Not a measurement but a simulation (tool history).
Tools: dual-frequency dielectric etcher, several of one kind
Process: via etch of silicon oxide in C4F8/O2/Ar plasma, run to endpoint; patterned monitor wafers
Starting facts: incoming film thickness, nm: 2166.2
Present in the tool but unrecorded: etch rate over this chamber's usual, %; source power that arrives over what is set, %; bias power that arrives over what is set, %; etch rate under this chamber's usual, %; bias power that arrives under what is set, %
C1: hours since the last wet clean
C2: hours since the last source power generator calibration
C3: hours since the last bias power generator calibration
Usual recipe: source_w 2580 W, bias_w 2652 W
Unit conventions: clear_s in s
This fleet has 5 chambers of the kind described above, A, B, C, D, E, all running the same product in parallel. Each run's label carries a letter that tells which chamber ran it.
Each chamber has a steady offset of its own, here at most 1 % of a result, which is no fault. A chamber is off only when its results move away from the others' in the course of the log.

{"run": "1B", "hour": 7.5, "source_w": 2580, "bias_w": 2652, "C1": 282.4, "C2": 3306.1, "C3": 1951.8, "clear_s": 358.27}
{"run": "2C", "hour": 14.7, "source_w": 2580, "bias_w": 2652, "C1": 223.8, "C2": 826.1, "C3": 543.1, "clear_s": 354.05}
{"run": "3A", "hour": 20.9, "source_w": 2580, "bias_w": 2652, "C1": 42.5, "C2": 2972.3, "C3": 1528.8, "clear_s": 355.57}
{"run": "4E", "hour": 32.6, "source_w": 2580, "bias_w": 2652, "C1": 70.2, "C2": 4222.2, "C3": 2540.9, "clear_s": 357.28}
{"run": "5D", "hour": 41.8, "source_w": 2580, "bias_w": 2652, "C1": 293.5, "C2": 2149.7, "C3": 1321.4, "clear_s": 356.64}
{"run": "6C", "hour": 50.0, "source_w": 2580, "bias_w": 2652, "C1": 259.1, "C2": 861.4, "C3": 578.4, "clear_s": 352.07}
{"run": "7D", "hour": 60.8, "source_w": 2580, "bias_w": 2652, "C1": 312.5, "C2": 2168.7, "C3": 1340.4, "clear_s": 357.07}
{"run": "8E", "hour": 73.2, "source_w": 2930, "bias_w": 2652, "C1": 110.8, "C2": 4262.8, "C3": 2581.5, "clear_s": 340.82}
{"run": "9A", "hour": 85.7, "source_w": 2930, "bias_w": 2652, "C1": 107.3, "C2": 3037.1, "C3": 1593.6, "clear_s": 335.72}
{"run": "10B", "hour": 95.1, "source_w": 2930, "bias_w": 2652, "C1": 370, "C2": 3393.7, "C3": 2039.4, "clear_s": 336.09}
{"run": "11D", "hour": 105.5, "source_w": 2930, "bias_w": 2652, "C1": 357.2, "C2": 2213.4, "C3": 1385.1, "clear_s": 339.8}
{"run": "12E", "hour": 112.8, "source_w": 2930, "bias_w": 2652, "C1": 150.4, "C2": 4302.4, "C3": 2621.1, "clear_s": 340.4}
{"run": "13A", "hour": 119.5, "source_w": 2580, "bias_w": 2652, "C1": 141.1, "C2": 3070.9, "C3": 1627.4, "clear_s": 353.78}
{"hour": 127.2, "done": "chamber D: wet clean of the chamber"}
{"run": "14C", "hour": 127.9, "source_w": 2580, "bias_w": 2652, "C1": 337, "C2": 939.3, "C3": 656.3, "clear_s": 355.3}
{"run": "15B", "hour": 134.8, "source_w": 2580, "bias_w": 2652, "C1": 409.7, "C2": 3433.4, "C3": 2079.1, "clear_s": 354.51}
{"run": "16C", "hour": 145.5, "source_w": 2580, "bias_w": 2080, "C1": 354.6, "C2": 956.9, "C3": 673.9, "clear_s": 381.23}
{"hour": 157.4, "done": "chamber B: source power generator calibrated"}
{"run": "17D", "hour": 158.8, "source_w": 2580, "bias_w": 2080, "C1": 31.6, "C2": 2266.7, "C3": 1438.4, "clear_s": 381.2}
{"run": "18A", "hour": 170.2, "source_w": 2580, "bias_w": 2080, "C1": 191.8, "C2": 3121.6, "C3": 1678.1, "clear_s": 380.92}
{"hour": 170.6, "done": "chamber E: bias power generator calibrated"}
{"run": "19B", "hour": 181.3, "source_w": 2580, "bias_w": 2080, "C1": 456.2, "C2": 23.9, "C3": 2125.6, "clear_s": 381.11}
{"run": "20E", "hour": 193.8, "source_w": 2580, "bias_w": 2080, "C1": 231.4, "C2": 4383.4, "C3": 23.3, "clear_s": 383.38}
{"run": "21B", "hour": 201.7, "source_w": 2580, "bias_w": 2652, "C1": 476.6, "C2": 44.3, "C3": 2146, "clear_s": 355.93}
{"run": "22E", "hour": 207.5, "source_w": 2580, "bias_w": 3199, "C1": 245.1, "C2": 4397.1, "C3": 37, "clear_s": 335.73}
{"run": "23D", "hour": 219.7, "source_w": 2580, "bias_w": 3199, "C1": 92.5, "C2": 2327.6, "C3": 1499.3, "clear_s": 337.19}
{"run": "24A", "hour": 231.0, "source_w": 2580, "bias_w": 3199, "C1": 252.6, "C2": 3182.4, "C3": 1738.9, "clear_s": 335.77}
{"run": "25C", "hour": 244.2, "source_w": 2580, "bias_w": 3199, "C1": 453.3, "C2": 1055.6, "C3": 772.6, "clear_s": 335.61}
{"run": "26C", "hour": 257.1, "source_w": 2580, "bias_w": 3199, "C1": 466.2, "C2": 1068.5, "C3": 785.5, "clear_s": 335.15}
{"run": "27E", "hour": 267.0, "source_w": 2580, "bias_w": 2652, "C1": 304.6, "C2": 4456.6, "C3": 96.5, "clear_s": 357.52}
{"run": "28D", "hour": 274.2, "source_w": 2580, "bias_w": 2652, "C1": 147, "C2": 2382.1, "C3": 1553.8, "clear_s": 356.17}
{"run": "29B", "hour": 283.1, "source_w": 2580, "bias_w": 2652, "C1": 558, "C2": 125.7, "C3": 2227.4, "clear_s": 357.76}
{"run": "30A", "hour": 292.0, "source_w": 2580, "bias_w": 2652, "C1": 313.6, "C2": 3243.4, "C3": 1799.9, "clear_s": 351.14}
{"run": "31C", "hour": 299.6, "source_w": 2580, "bias_w": 2652, "C1": 508.7, "C2": 1111, "C3": 828, "clear_s": 350.62}
{"run": "32A", "hour": 306.8, "source_w": 2580, "bias_w": 2652, "C1": 328.4, "C2": 3258.2, "C3": 1814.7, "clear_s": 355.35}
{"run": "33D", "hour": 316.2, "source_w": 2580, "bias_w": 2652, "C1": 189, "C2": 2424.1, "C3": 1595.8, "clear_s": 356.38}
{"run": "34E", "hour": 325.7, "source_w": 2580, "bias_w": 2652, "C1": 363.3, "C2": 4515.3, "C3": 155.2, "clear_s": 359.22}
{"run": "35B", "hour": 334.6, "source_w": 2580, "bias_w": 2652, "C1": 609.5, "C2": 177.2, "C3": 2278.9, "clear_s": 358.3}
{"run": "36E", "hour": 347.3, "source_w": 2580, "bias_w": 2652, "C1": 384.9, "C2": 4536.9, "C3": 176.8, "clear_s": 358.25}
{"run": "37A", "hour": 354.0, "source_w": 2580, "bias_w": 2652, "C1": 375.6, "C2": 3305.4, "C3": 1861.9, "clear_s": 353.08}

All chambers now run identical settings, listed one chamber a line with results as question marks. What results will each chamber show?
{"run": "38A", "hour": 363.5, "source_w": 2010, "bias_w": 2652, "clear_s": "?"}
{"run": "38B", "hour": 363.5, "source_w": 2010, "bias_w": 2652, "clear_s": "?"}
{"run": "38C", "hour": 363.5, "source_w": 2010, "bias_w": 2652, "clear_s": "?"}
{"run": "38D", "hour": 363.5, "source_w": 2010, "bias_w": 2652, "clear_s": "?"}
{"run": "38E", "hour": 363.5, "source_w": 2010, "bias_w": 2652, "clear_s": "?"}

run=38A clear_s=391.58
run=38B clear_s=394.3
run=38C clear_s=392.31
run=38D clear_s=390.04
run=38E clear_s=395.3

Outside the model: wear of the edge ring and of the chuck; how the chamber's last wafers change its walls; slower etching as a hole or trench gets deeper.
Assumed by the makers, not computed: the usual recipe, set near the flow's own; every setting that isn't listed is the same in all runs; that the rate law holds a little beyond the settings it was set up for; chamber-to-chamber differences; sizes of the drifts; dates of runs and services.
